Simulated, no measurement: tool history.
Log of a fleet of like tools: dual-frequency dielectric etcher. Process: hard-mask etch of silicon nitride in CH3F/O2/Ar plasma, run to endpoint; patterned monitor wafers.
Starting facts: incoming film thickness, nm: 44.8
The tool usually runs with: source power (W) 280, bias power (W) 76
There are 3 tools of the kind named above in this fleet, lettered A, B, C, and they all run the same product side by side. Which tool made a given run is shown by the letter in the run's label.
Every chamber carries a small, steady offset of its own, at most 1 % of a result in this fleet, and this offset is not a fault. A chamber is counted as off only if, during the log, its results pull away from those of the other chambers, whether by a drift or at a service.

run	hour	source power (W)	bias power (W)	endpoint time (s)
1A	5.3	280	76	73.073
2C	9.2	280	76	73.477
3B	12.5	280	76	72.773
4A	16.4	280	76	72.884
5B	23.4	280	76	73.326
6C	29.8	280	76	73.766
7B	34	280	76	73.158
8A	41	280	76	72.693
9C	44.3	280	76	72.746
10A	51	280	76	72.245
11C	55.5	280	76	73.662
12B	60.5	280	76	72.949
13A	64.8	280	76	72.496
14C	68	280	76	73.55
15B	73.2	280	76	72.799
16B	79	280	76	72.679
17A	85.3	250	59	83.234
18C	91.1	250	59	83.325
19A	96.4	250	59	82.4
20B	102.9	310	76	69.008
21C	110.1	310	76	70.722
22C	116.5	310	76	70.746
23B	123.5	280	76	71.21
24A	130.8	280	76	72.769
25B	135.9	280	76	71.501
26C	143.2	280	76	73.648
27A	149.7	280	76	72.979
28A	157.1	280	76	72.35
29C	163.3	280	76	73.519
30B	170.3	280	58	77.37
31C	175.7	280	58	80.67
32B	182.8	280	58	77.138
33A	189.3	250	63	81.291

Does one chamber stand apart from the rest, does the shared gauge drift, or is all well apart from small per-chamber offsets? Give the chamber and the most likely cause, where there is one.

It is chamber B that slowly wanders off from its peers.
Most likely cause: etch rate over this chamber's usual, % = 4.42.

Here are 4 candidates for chamber B's next run, each the usual settings with a change, their results left as question marks. Which one brings its results back in line with what the others give on the usual settings?
In line means no further than this from the other chambers' mean on the usual settings: endpoint time (s) 1.1
34B-1	194.7	230	76	?
34B-2	194.7	300	80	?
34B-3	194.7	250	76	?
34B-4	194.7	310	83	?

The mean the other chambers reach with the usual settings: endpoint time (s) 73.047
run	endpoint time (s)
34B-1	75.608
34B-2	67.114
34B-3	73.26
34B-4	65.405
34B-3 puts the chamber back in line with the other chambers.
